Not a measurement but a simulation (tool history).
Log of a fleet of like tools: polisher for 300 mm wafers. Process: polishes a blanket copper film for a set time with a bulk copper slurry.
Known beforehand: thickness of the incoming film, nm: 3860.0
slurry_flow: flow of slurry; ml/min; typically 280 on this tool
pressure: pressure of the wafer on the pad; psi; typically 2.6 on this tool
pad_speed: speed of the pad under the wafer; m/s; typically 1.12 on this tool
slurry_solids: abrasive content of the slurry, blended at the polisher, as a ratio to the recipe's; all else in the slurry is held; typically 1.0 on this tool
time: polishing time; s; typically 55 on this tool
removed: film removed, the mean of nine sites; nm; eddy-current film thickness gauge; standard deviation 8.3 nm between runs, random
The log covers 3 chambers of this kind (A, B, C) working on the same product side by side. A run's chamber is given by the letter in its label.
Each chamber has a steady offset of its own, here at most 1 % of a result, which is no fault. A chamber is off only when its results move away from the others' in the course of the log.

-- hour=8.9 chamber C: slurry blender recalibrated
run 1B hour=9.7 | slurry_flow=280 pressure=2.6 pad_speed=1.12 slurry_solids=1.0 time=55 | removed=589.91
-- hour=11.3 chamber B: slurry nozzle cleaned
run 2A hour=16.8 | slurry_flow=280 pressure=2.6 pad_speed=1.12 slurry_solids=1.0 time=55 | removed=594.38
-- hour=25.3 chamber C: slurry nozzle cleaned
run 3C hour=30.5 | slurry_flow=280 pressure=2.6 pad_speed=1.12 slurry_solids=1.0 time=55 | removed=578.98
-- hour=38.0 chamber B: worn pad replaced by a new one
run 4C hour=38.0 | slurry_flow=280 pressure=2.6 pad_speed=1.12 slurry_solids=1.0 time=55 | removed=580.35
-- hour=42.1 chamber A: worn pad replaced by a new one
-- hour=42.6 chamber A: head pressure recalibrated
run 5B hour=51.4 | slurry_flow=280 pressure=2.6 pad_speed=1.12 slurry_solids=1.0 time=55 | removed=585.75
run 6A hour=62.8 | slurry_flow=280 pressure=2.6 pad_speed=1.12 slurry_solids=1.0 time=55 | removed=592.69
run 7C hour=71.2 | slurry_flow=215 pressure=2.6 pad_speed=1.12 slurry_solids=1.0 time=55 | removed=572.19
run 8A hour=83.2 | slurry_flow=215 pressure=2.6 pad_speed=1.12 slurry_solids=1.0 time=55 | removed=572.01
-- hour=87.8 chamber B: worn pad replaced by a new one
run 9B hour=91.1 | slurry_flow=215 pressure=2.6 pad_speed=1.12 slurry_solids=1.0 time=55 | removed=583.36
-- hour=92.5 chamber A: worn pad replaced by a new one
run 10B hour=104.6 | slurry_flow=280 pressure=2.6 pad_speed=1.12 slurry_solids=1.0 time=55 | removed=588.04
run 11C hour=117.4 | slurry_flow=280 pressure=2.6 pad_speed=1.12 slurry_solids=1.0 time=55 | removed=592.78
run 12A hour=126.2 | slurry_flow=280 pressure=2.6 pad_speed=1.12 slurry_solids=1.0 time=55 | removed=584.01
-- hour=133.3 chamber B: slurry blender recalibrated
-- hour=138.0 chamber A: worn pad replaced by a new one
-- hour=138.7 chamber A: slurry nozzle cleaned
run 13A hour=140.0 | slurry_flow=280 pressure=2.6 pad_speed=0.76 slurry_solids=1.0 time=69 | removed=512.72
-- hour=142.1 chamber B: worn pad replaced by a new one
run 14C hour=153.0 | slurry_flow=280 pressure=2.6 pad_speed=0.76 slurry_solids=1.0 time=69 | removed=479.44
run 15B hour=165.3 | slurry_flow=280 pressure=2.6 pad_speed=0.76 slurry_solids=1.0 time=69 | removed=507.81
run 16C hour=176.4 | slurry_flow=280 pressure=2.6 pad_speed=1.12 slurry_solids=1.0 time=55 | removed=541.89
-- hour=187.3 chamber A: worn pad replaced by a new one
-- hour=187.4 chamber B: worn pad replaced by a new one
-- hour=188.8 chamber C: slurry blender recalibrated
run 17A hour=190.1 | slurry_flow=280 pressure=2.6 pad_speed=1.12 slurry_solids=1.0 time=55 | removed=603.08
run 18B hour=196.8 | slurry_flow=280 pressure=2.6 pad_speed=1.12 slurry_solids=1.0 time=55 | removed=592.86
run 19A hour=209.6 | slurry_flow=280 pressure=2.6 pad_speed=1.12 slurry_solids=1.0 time=55 | removed=594.86
run 20B hour=220.3 | slurry_flow=280 pressure=2.6 pad_speed=1.12 slurry_solids=0.8 time=55 | removed=567.65
run 21C hour=227.8 | slurry_flow=280 pressure=2.6 pad_speed=1.12 slurry_solids=0.8 time=55 | removed=497.43
run 22C hour=243.0 | slurry_flow=280 pressure=2.6 pad_speed=1.12 slurry_solids=0.8 time=55 | removed=484.96

For the next run the whole fleet of 3 chambers uses the same settings. Give each chamber's results:
run 23A hour=254.0 | slurry_flow=280 pressure=2.9 pad_speed=1.12 slurry_solids=1.0 time=55 | removed=?
run 23B hour=254.0 | slurry_flow=280 pressure=2.9 pad_speed=1.12 slurry_solids=1.0 time=55 | removed=?
run 23C hour=254.0 | slurry_flow=280 pressure=2.9 pad_speed=1.12 slurry_solids=1.0 time=55 | removed=?

run=23A removed=666.01
run=23B removed=659.06
run=23C removed=572.89

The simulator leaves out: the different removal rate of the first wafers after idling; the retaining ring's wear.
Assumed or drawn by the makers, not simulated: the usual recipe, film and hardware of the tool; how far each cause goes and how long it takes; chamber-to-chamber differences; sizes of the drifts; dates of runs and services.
